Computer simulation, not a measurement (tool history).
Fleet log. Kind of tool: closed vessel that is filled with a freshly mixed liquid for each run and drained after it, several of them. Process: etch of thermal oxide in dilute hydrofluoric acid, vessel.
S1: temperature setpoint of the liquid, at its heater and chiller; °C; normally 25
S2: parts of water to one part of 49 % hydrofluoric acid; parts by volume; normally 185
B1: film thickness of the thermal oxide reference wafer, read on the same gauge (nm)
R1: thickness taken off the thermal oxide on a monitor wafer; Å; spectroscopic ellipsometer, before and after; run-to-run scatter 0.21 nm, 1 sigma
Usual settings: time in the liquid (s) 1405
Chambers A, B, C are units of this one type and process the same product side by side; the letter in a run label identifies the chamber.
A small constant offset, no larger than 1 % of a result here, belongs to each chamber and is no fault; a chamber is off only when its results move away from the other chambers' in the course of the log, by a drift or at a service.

Run 1B, hour 4.7: usual settings; B1 100. Result: R1 351.26 Å.
Run 2A, hour 11.1: usual settings; B1 100.02. Result: R1 346.07 Å.
Run 3C, hour 18.4: usual settings; B1 100.01. Result: R1 352.4 Å.
Run 4C, hour 27.5: usual settings; B1 99.998. Result: R1 351.75 Å.
Run 5A, hour 36: usual settings; B1 99.995. Result: R1 343.98 Å.
Run 6B, hour 41.3: usual settings; B1 100.03. Result: R1 348.19 Å.
Run 7C, hour 45.8: usual settings; B1 99.991. Result: R1 348.1 Å.
At hour 47.1: chamber B: hydrofluoric acid flow meter replaced.
Run 8B, hour 52.2: usual settings; B1 99.993. Result: R1 347.37 Å.
Run 9A, hour 60.5: usual settings; B1 100.01. Result: R1 347.51 Å.
Run 10C, hour 66.1: usual settings; B1 100.03. Result: R1 347.24 Å.
Run 11B, hour 73.4: usual settings; B1 99.997. Result: R1 352.3 Å.
Run 12A, hour 82.8: usual settings; B1 99.983. Result: R1 348.22 Å.
Run 13A, hour 91.1: usual settings; B1 100. Result: R1 342.85 Å.
Run 14C, hour 99.8: usual settings; B1 100.02. Result: R1 348.71 Å.
Run 15B, hour 107.6: usual settings; B1 100.03. Result: R1 350.44 Å.
Run 16A, hour 116.7: usual settings but S1 20 °C, S2 255 parts by volume; B1 99.965. Result: R1 188.41 Å.
Run 17C, hour 124.4: usual settings but S1 20 °C, S2 255 parts by volume; B1 100.01. Result: R1 198.29 Å.
Run 18B, hour 130.5: usual settings but S1 20 °C, S2 255 parts by volume; B1 99.996. Result: R1 197.3 Å.
Run 19C, hour 137.3: usual settings; B1 100.02. Result: R1 354.23 Å.
Run 20B, hour 144.8: usual settings but S1 23 °C; B1 99.973. Result: R1 327.2 Å.
Run 21A, hour 149.5: usual settings but S1 23 °C; B1 99.997. Result: R1 305.64 Å.
Run 22C, hour 158.3: usual settings but S1 23 °C; B1 100.02. Result: R1 326.28 Å.
Run 23A, hour 165.6: usual settings; B1 100.02. Result: R1 329.57 Å.
Run 24B, hour 170.9: usual settings; B1 99.98. Result: R1 349.06 Å.
Run 25B, hour 177.7: usual settings; B1 100.02. Result: R1 343.44 Å.
Run 26A, hour 185.4: usual settings; B1 100.05. Result: R1 319.86 Å.
Run 27C, hour 189.9: usual settings; B1 100.01. Result: R1 351.26 Å.
Run 28A, hour 195.4: usual settings; B1 99.986. Result: R1 318.24 Å.
At hour 197.8: chamber B: thermometer replaced.
Run 29B, hour 200.1: usual settings; B1 99.97. Result: R1 347.88 Å.

Is one chamber off against the others, does the gauge drift, or is nothing wrong? If a chamber is off, say which, and what the likeliest cause is.

Chamber A drifts away from the others.
Most likely cause: liquid colder than its thermometer reads (K) = 2.36.
It could be hard to tell apart here from: hydrofluoric acid flow below the setpoint (%).

Here are 4 candidates for chamber A's next run, each the usual settings with a change, their results left as question marks. Which one brings its results back in line with what the others give on the usual settings?
A result is in line if it is within this distance of the other chambers' mean on the usual settings: R1 7.4 Å
Run 30A-1, hour 207: usual settings but S2 170 parts by volume. Result: R1 ?.
Run 30A-2, hour 207: usual settings but S1 26 °C. Result: R1 ?.
Run 30A-3, hour 207: usual settings but time in the liquid (s) 1280. Result: R1 ?.
Run 30A-4, hour 207: usual settings but S2 190 parts by volume. Result: R1 ?.

What the other chambers average on the usual settings: R1 349.57 Å
  run      R1
30A-1  350.94
30A-2  328.78
30A-3  288.66
30A-4  306.74
30A-1 puts the chamber back in line with the other chambers.

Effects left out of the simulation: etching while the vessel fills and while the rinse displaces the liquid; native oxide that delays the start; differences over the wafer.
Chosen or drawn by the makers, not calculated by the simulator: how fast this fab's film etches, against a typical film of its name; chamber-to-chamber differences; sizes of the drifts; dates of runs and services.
